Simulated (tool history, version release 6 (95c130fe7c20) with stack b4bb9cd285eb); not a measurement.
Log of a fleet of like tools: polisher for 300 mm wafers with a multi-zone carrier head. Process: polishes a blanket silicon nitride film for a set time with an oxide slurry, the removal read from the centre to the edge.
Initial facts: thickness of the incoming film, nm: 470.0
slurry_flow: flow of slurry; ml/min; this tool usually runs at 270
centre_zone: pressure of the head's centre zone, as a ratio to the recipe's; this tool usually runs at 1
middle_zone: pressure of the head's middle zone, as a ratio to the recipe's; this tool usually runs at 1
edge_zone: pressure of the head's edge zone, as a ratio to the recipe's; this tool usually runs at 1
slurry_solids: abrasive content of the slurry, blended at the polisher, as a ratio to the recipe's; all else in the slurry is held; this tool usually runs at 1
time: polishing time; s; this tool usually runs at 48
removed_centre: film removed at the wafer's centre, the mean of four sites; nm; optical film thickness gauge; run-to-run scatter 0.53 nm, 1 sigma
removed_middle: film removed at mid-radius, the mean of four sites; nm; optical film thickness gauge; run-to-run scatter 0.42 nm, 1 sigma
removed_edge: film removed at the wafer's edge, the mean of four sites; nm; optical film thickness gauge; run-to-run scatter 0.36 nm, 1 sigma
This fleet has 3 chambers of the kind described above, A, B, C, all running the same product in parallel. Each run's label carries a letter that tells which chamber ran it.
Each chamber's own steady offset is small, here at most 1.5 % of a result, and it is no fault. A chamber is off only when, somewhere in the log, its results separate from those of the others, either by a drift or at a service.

run,hour,slurry_flow,centre_zone,middle_zone,edge_zone,slurry_solids,time,removed_centre,removed_middle,removed_edge
1A,7,270,1,1,1,1,48,49.444,50.447,49.581
2B,16.8,270,1,1,1,1,48,49.915,50.557,49.369
3C,25.6,270,1,1,1,1,48,49.21,49.312,50.163
# hour 31.6: chamber A: slurry nozzle cleaned
4B,37.3,270,1,1,1,1,48,49.715,50.042,49.031
5A,48.4,270,1,1,1,1,48,49.563,50.817,49.756
6C,55.7,270,1,1,1,1,48,49.024,49.423,50.073
# hour 64.7: chamber C: worn pad replaced by a new one
7B,64.7,270,1,1,1,1,48,50.318,49.832,49.561
8A,72.4,270,1,1,1,1,48,49.057,50.668,50.136
9C,80.4,270,1,1,1,1,48,48.66,50.314,49.981
# hour 83.1: chamber A: worn pad replaced by a new one
10A,93.4,270,1,1,1,1,48,49.025,50.472,50.145
11C,105.7,270,1,1,1,1,48,49.751,49.405,50.051
# hour 113.8: chamber B: edge zone pressure recalibrated
12B,114.9,270,1,1,1,1,48,50.045,50.533,49.814
13C,128.4,270,1,1,1,1,48,49.483,49.141,49.734
14B,138.8,270,1,1,1,1,48,49.414,49.835,49.058
15A,146.9,270,1,1,1,1,48,47.969,50.417,49.988
# hour 150.9: chamber C: worn pad replaced by a new one
16C,155.5,270,1,1,1,1,48,49.769,49.629,50.689
# hour 164: chamber A: worn pad replaced by a new one
17B,165.1,270,1,1,1,1,48,49.172,49.654,49.01
# hour 168.9: chamber C: slurry nozzle cleaned
18A,171.5,270,1,1,1,1,48,48.582,50.539,49.353
19C,178.9,270,1,1,1,1,48,49.583,49.055,49.55
20B,187.6,270,1,1,1,1,48,49.044,48.866,48.142
21A,194.6,270,1,1,1,1,48,49.257,50.462,50.298
22A,203,270,1,1,1,1,48,48.657,50.905,49.998
23B,216.2,270,1,1,1,1,48,47.988,48.623,48.335
# hour 224.6: chamber C: worn pad replaced by a new one
24C,226.9,270,1,1,1.12,1,48,49.305,50.613,53.149
25A,237.1,270,1,1,1.12,1,48,48.436,50.871,52.89
# hour 249.3: chamber A: worn pad replaced by a new one
26C,250.2,270,1,1,1.12,1,48,50.655,50.311,53.674
27B,260.6,270,1,1,1,1,48,47.872,48.061,46.651
28C,268.5,270,1,1,1,1,48,49.334,50.074,50.121
29B,279.4,270,1,1,1,1,48,47.27,46.829,47.027
30A,290.9,270,1,1,1,1,48,49.224,49.994,50.404
31C,304.1,270,1,1,1,1,48,48.797,48.744,48.897
# hour 305.7: chamber C: worn pad replaced by a new one
32A,313.3,270,1,1,1,1,48,49.739,51.232,49.76
33B,320.4,270,1,1,1,1,48,46.509,46.282,46.41
# hour 328.1: chamber A: worn pad replaced by a new one
34A,332.4,270,1.04,1,1,1,48,51.626,50.591,49.888
35B,339.1,270,1.04,1,1,1,48,48.119,46.531,45.674
36C,348.1,270,1.04,1,1,1,48,51.758,49.397,49.859
# hour 354.1: chamber C: edge zone pressure recalibrated
37B,360.2,270,1,1,1.05,1,56,53.388,53.148,54.236
# hour 368.1: chamber B: slurry nozzle cleaned
38A,371.9,270,1,1,1.05,1,56,57.455,57.858,59.224
39C,380.4,270,1,1,1.05,1,56,58.475,57.498,60.288
# hour 382.7: chamber C: worn pad replaced by a new one
# hour 385.1: chamber B: edge zone pressure recalibrated
40C,390.5,270,1,1,1,1,48,48.594,49.669,49.481
41B,400.3,270,1,1,1,1,48,43.857,45.094,44.607
42A,410.4,270,1,1,1,1,48,48.858,50.342,50.218

Is one chamber out of step, is the gauge drifting, or do the chambers differ by no more than their own small offsets? For an off chamber, give its letter and the likeliest cause.

Chamber B drifts away from the others.
Most likely cause: removal rate lost through wear of the pad, % = 10.9.

Here are 4 candidates for chamber B's next run, each the usual settings with a change, their results left as question marks. Which one brings its results back in line with what the others give on the usual settings?
To be in line, a result may differ from the other chambers' mean on the usual settings by at most: removed_centre 1.8 nm; removed_middle 1.5 nm; removed_edge 1.3 nm
43B-1,420,270,0.99,1,1.01,1.05,53,?,?,?
43B-2,420,270,1.02,1,0.98,0.95,44,?,?,?
43B-3,420,270,0.99,1,1.01,1,51,?,?,?
43B-4,420,270,1.01,1,0.99,1,45,?,?,?

On the usual settings, the other chambers give on average: removed_centre 49.218 nm; removed_middle 49.992 nm; removed_edge 49.914 nm
run,removed_centre,removed_middle,removed_edge
43B-1,50.204,50.575,49.952
43B-2,41.138,40.093,38.976
43B-3,47.253,47.602,47.016
43B-4,42.625,41.998,41.046
43B-1 brings the chamber back in line.
